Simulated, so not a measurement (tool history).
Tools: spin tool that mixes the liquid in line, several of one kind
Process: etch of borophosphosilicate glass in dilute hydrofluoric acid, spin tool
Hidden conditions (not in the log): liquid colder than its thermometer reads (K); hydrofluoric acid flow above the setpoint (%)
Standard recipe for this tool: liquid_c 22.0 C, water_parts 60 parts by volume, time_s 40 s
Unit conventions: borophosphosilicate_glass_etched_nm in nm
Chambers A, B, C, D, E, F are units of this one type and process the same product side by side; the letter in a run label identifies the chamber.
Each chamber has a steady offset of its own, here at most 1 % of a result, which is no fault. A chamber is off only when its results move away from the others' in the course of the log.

| run | hour | liquid_c | water_parts | time_s | hours since the thermometer was replaced | hours since the hydrofluoric acid flow meter was replaced | read-back film thickness of the borophosphosilicate glass reference wafer, read on the same gauge (nm) | borophosphosilicate_glass_etched_nm |
|---|---|---|---|---|---|---|---|---|
| 1F | 5.6 | 22.0 | 60 | 40 | 842.9 | 293.7 | 50.024 | 30.210 |
| 2E | 11.9 | 22.0 | 60 | 40 | 1893.9 | 202.2 | 50.000 | 30.242 |
| 3D | 18.0 | 22.0 | 60 | 40 | 1391.8 | 1032.8 | 49.946 | 30.365 |
| 4A | 24.3 | 22.0 | 60 | 40 | 1222.6 | 514.1 | 50.059 | 30.220 |
| 5B | 30.3 | 22.0 | 60 | 40 | 178.6 | 373.6 | 49.979 | 30.966 |
| 6C | 35.8 | 22.0 | 60 | 40 | 1402.3 | 804.3 | 50.027 | 29.915 |
| 7C | 40.9 | 22.0 | 60 | 40 | 1407.4 | 809.4 | 50.019 | 30.442 |
| 8A | 46.6 | 22.0 | 60 | 40 | 1244.9 | 536.4 | 50.005 | 30.226 |
| 9E | 49.4 | 22.0 | 60 | 40 | 1931.4 | 239.7 | 49.962 | 30.311 |
| 10F | 54.3 | 22.0 | 60 | 40 | 891.6 | 342.4 | 49.989 | 30.487 |
| 11D | 60.7 | 22.0 | 60 | 40 | 1434.5 | 1075.5 | 50.012 | 30.323 |
| 12B | 66.0 | 22.0 | 60 | 40 | 214.3 | 409.3 | 49.989 | 30.279 |
| 13B | 69.8 | 22.0 | 60 | 40 | 218.1 | 413.1 | 50.003 | 30.529 |
| 14F | 74.6 | 22.0 | 60 | 40 | 911.9 | 362.7 | 50.011 | 30.241 |
| 15C | 78.3 | 22.0 | 60 | 40 | 1444.8 | 846.8 | 49.972 | 29.973 |
| 16D | 82.9 | 22.0 | 80 | 65 | 1456.7 | 1097.7 | 49.949 | 36.622 |
| 17A | 89.3 | 22.0 | 80 | 65 | 1287.6 | 579.1 | 49.968 | 35.544 |
| 18E | 94.5 | 22.0 | 80 | 65 | 1976.5 | 284.8 | 49.981 | 35.514 |
| 19A | 99.5 | 22.0 | 80 | 65 | 1297.8 | 589.3 | 50.022 | 35.578 |
| 20B | 103.8 | 22.0 | 80 | 65 | 252.1 | 447.1 | 49.999 | 36.100 |
| 21F | 107.0 | 22.0 | 80 | 65 | 944.3 | 395.1 | 49.979 | 36.382 |
| 22D | 112.3 | 22.0 | 60 | 40 | 1486.1 | 1127.1 | 49.983 | 30.274 |
| 23E | 115.7 | 22.0 | 60 | 40 | 1997.7 | 306.0 | 50.064 | 29.676 |
| 24C | 118.9 | 17.5 | 40 | 40 | 1485.4 | 887.4 | 49.997 | 39.013 |
|  | 119.1 | chamber C: thermometer replaced |
| 25C | 121.9 | 17.5 | 40 | 40 | 2.9 | 890.4 | 50.085 | 39.160 |
| 26B | 127.8 | 17.5 | 40 | 40 | 276.1 | 471.1 | 50.073 | 38.711 |
| 27E | 132.4 | 17.5 | 40 | 40 | 2014.4 | 322.7 | 49.968 | 38.051 |
| 28D | 136.7 | 17.5 | 40 | 40 | 1510.5 | 1151.5 | 50.007 | 38.884 |
|  | 138.9 | chamber F: thermometer replaced |
| 29F | 139.8 | 17.5 | 40 | 40 | 1.0 | 427.9 | 50.002 | 37.567 |
|  | 143.9 | chamber C: hydrofluoric acid flow meter replaced |
| 30A | 145.9 | 22.0 | 60 | 40 | 1344.2 | 635.7 | 49.991 | 29.154 |
| 31D | 149.4 | 22.0 | 60 | 40 | 1523.2 | 1164.2 | 50.011 | 30.476 |
| 32B | 155.6 | 22.0 | 60 | 40 | 303.9 | 498.9 | 49.967 | 30.403 |
| 33F | 161.1 | 22.0 | 60 | 40 | 22.3 | 449.2 | 49.991 | 29.852 |
| 34A | 164.1 | 22.0 | 60 | 40 | 1362.4 | 653.9 | 49.928 | 29.382 |
| 35C | 169.9 | 22.0 | 60 | 40 | 50.9 | 26.1 | 49.974 | 30.096 |
| 36E | 174.5 | 22.0 | 60 | 40 | 2056.5 | 364.8 | 50.034 | 30.032 |
| 37C | 180.2 | 22.0 | 60 | 40 | 61.2 | 36.4 | 50.033 | 30.365 |
| 38E | 185.0 | 22.0 | 60 | 40 | 2067.0 | 375.3 | 50.012 | 29.494 |
| 39D | 189.7 | 22.0 | 60 | 40 | 1563.5 | 1204.5 | 49.970 | 30.743 |
| 40B | 196.1 | 22.0 | 60 | 40 | 344.4 | 539.4 | 49.986 | 30.741 |
| 41A | 200.6 | 22.0 | 60 | 40 | 1398.9 | 690.4 | 49.981 | 28.760 |
| 42F | 204.0 | 22.0 | 60 | 40 | 65.2 | 492.1 | 50.006 | 30.607 |
| 43F | 208.5 | 22.0 | 60 | 40 | 69.7 | 496.6 | 50.036 | 30.361 |
| 44D | 212.1 | 22.0 | 60 | 40 | 1585.9 | 1226.9 | 50.030 | 30.767 |

Is one chamber off against the others, does the gauge drift, or is nothing wrong? If a chamber is off, say which, and what the likeliest cause is.

Chamber A drifts away from the others.
Most likely cause: liquid colder than its thermometer reads (K) = 1.47.
With only this log, it may be confused with: hydrofluoric acid flow below the setpoint (%).

Which of the 4 candidates below, each the usual settings with something changed and its results left as question marks, puts chamber A back in line with what the other chambers give on the usual settings?
In-line tolerance around the mean of the other chambers on the usual settings: borophosphosilicate_glass_etched_nm 0.900 nm
| 45A-1 | 216.8 | 20.5 | 60 | 40 |  |  |  | ? |
| 45A-2 | 216.8 | 22.5 | 60 | 45 |  |  |  | ? |
| 45A-3 | 216.8 | 22.0 | 60 | 35 |  |  |  | ? |
| 45A-4 | 216.8 | 23.5 | 60 | 40 |  |  |  | ? |

On the usual settings, the other chambers give on average: borophosphosilicate_glass_etched_nm 30.275 nm
| run | borophosphosilicate_glass_etched_nm |
|---|---|
| 45A-1 | 26.429 |
| 45A-2 | 32.390 |
| 45A-3 | 24.660 |
| 45A-4 | 30.029 |
45A-4 puts the chamber back in line with the other chambers.

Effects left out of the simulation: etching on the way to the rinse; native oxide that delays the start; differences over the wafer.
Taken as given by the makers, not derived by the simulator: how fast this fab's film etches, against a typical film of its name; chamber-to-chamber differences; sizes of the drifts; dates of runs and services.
